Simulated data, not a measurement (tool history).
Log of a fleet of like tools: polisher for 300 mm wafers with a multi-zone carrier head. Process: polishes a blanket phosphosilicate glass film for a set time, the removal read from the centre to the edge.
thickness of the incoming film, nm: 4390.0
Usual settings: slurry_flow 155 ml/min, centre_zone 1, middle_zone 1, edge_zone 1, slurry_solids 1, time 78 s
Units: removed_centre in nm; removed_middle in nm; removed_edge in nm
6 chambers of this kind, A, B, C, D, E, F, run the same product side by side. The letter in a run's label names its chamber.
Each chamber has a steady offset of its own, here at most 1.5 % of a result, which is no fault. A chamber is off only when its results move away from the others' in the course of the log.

run   hour  slurry_flow  centre_zone  middle_zone  edge_zone  slurry_solids  time  removed_centre  removed_middle  removed_edge
       2.9  -- chamber A: worn pad replaced by a new one
       4.1  -- chamber E: slurry nozzle cleaned
 1A    5.1          155            1            1          1              1    78           291.7          294.13        294.22
 2F    9.8          155            1            1          1              1    78          299.22          291.42        296.22
 3C   15.6          155            1            1          1              1    78             291          300.39        293.39
 4D   21.3          155            1            1          1              1    78          298.45          297.14        288.87
      24.3  -- chamber F: worn pad replaced by a new one
      26.2  -- chamber F: edge zone pressure recalibrated
      26.6  -- chamber C: slurry nozzle cleaned
 5B   27.3          155            1            1          1              1    78           297.6          297.43        291.53
 6E   32.5          155         1.07            1          1            0.9    78          304.14          286.93        288.32
 7B   39.3          155         1.07            1          1            0.9    78          297.55          280.83        284.22
 8E   42.7          155         1.07            1          1            0.9    78          299.31          290.75         282.4
 9D   47.9          155         1.07            1          1            0.9    78          299.68          280.81         277.3
10A   54.5          155         1.07            1          1            0.9    78          308.81          277.06        285.73
11C   59.6          155         1.07            1          1            0.9    78          296.97          284.96        278.55
12F   64.9          155         1.05            1          1            1.2    78          331.77           315.2        318.91
13C   68.6          155         1.05            1          1            1.2    78          329.06          332.65        315.63
      73.9  -- chamber E: worn pad replaced by a new one
14B   75.1          155         1.05            1          1            1.2    78          337.09          310.91        321.77
      77.6  -- chamber B: worn pad replaced by a new one
      79.4  -- chamber D: worn pad replaced by a new one
15A   81.7          155         1.05            1          1            1.2    78           332.4          322.34        320.68
16D   85.6          155         1.05            1          1            1.2    78          344.54          325.58        316.44
      87.1  -- chamber B: edge zone pressure recalibrated
      87.3  -- chamber A: worn pad replaced by a new one
17F   92.1          155         1.05            1          1            1.2    78          339.66          320.45        324.75
        94  -- chamber C: worn pad replaced by a new one
18E   96.3          155            1            1          1              1    78          299.29           298.6        292.14
     101.9  -- chamber A: slurry nozzle cleaned
19F  102.6          155            1         1.08          1              1    78          293.48          326.56         292.6
20A  107.4          155            1         1.08          1              1    78          294.88          324.07        298.48
21D  112.9          155            1         1.08          1              1    78          299.49          307.87        289.79
     114.2  -- chamber F: centre zone pressure recalibrated
22B  119.8          155            1         1.08          1              1    78          292.56          308.79        293.72
23E  126.2          155            1         1.08          1              1    78          293.31          323.84        293.13
24C  132.5          155            1         1.08          1              1    78          294.27          316.29        296.34
25D  137.7          155            1            1          1              1    78           298.3          286.86        292.08
26F  144.9          155            1            1          1              1    78          293.52           301.6        295.16
27A  148.3          155            1            1          1              1    78          285.28          294.63        296.35
28C  154.1          155            1            1          1              1    78          287.48          295.83        291.51
     158.9  -- chamber A: edge zone pressure recalibrated
29E    161          155            1            1          1              1    78          292.54          300.59        292.58
30B  165.1          155            1            1          1              1    78          297.17          294.16        294.38
31F  168.6          155            1            1          1              1    78          295.41          298.92        297.12
     169.3  -- chamber F: worn pad replaced by a new one
     170.6  -- chamber A: worn pad replaced by a new one
32D  172.5          155            1            1          1              1    78          295.88          296.73        294.51
33A  178.9          155            1            1          1              1    78          293.79           303.4        293.77
34C  184.7          155            1            1          1              1    78          288.36          298.46        296.83
35B  189.2          155            1            1          1              1    78          293.14          295.72        292.66
     191.2  -- chamber B: worn pad replaced by a new one
     192.6  -- chamber D: edge zone pressure recalibrated
36E  196.3          155            1            1          1              1    78          293.46           292.2        296.29
37E  200.4          155            1            1          1              1    78          293.97          300.33         297.8
     201.9  -- chamber C: worn pad replaced by a new one
38D  204.5          155            1            1          1              1    78          293.99          289.53        294.28
39B  208.6          155            1            1          1              1    78           296.8          295.61        296.44
40F  213.7          155            1            1          1              1    78          296.08          304.73        295.26
41C  219.5          155            1            1          1              1    78          285.19          297.29        297.37
42A  225.4          155            1            1          1              1    78          297.23          298.24        297.24
43C  230.3          155            1            1          1              1    78          284.39          291.14        289.46

All 6 chambers run these settings next. Forecast each chamber's results:
44A  235.5          155            1            1          1              1    78               ?               ?             ?
44B  235.5          155            1            1          1              1    78               ?               ?             ?
44C  235.5          155            1            1          1              1    78               ?               ?             ?
44D  235.5          155            1            1          1              1    78               ?               ?             ?
44E  235.5          155            1            1          1              1    78               ?               ?             ?
44F  235.5          155            1            1          1              1    78               ?               ?             ?

run  removed_centre  removed_middle  removed_edge
44A           293.8          287.48        296.15
44B          295.22          288.19        296.63
44C          294.53          303.97        295.74
44D          294.84          292.06        291.39
44E          297.07          298.38        302.88
44F          296.97          299.05        294.66
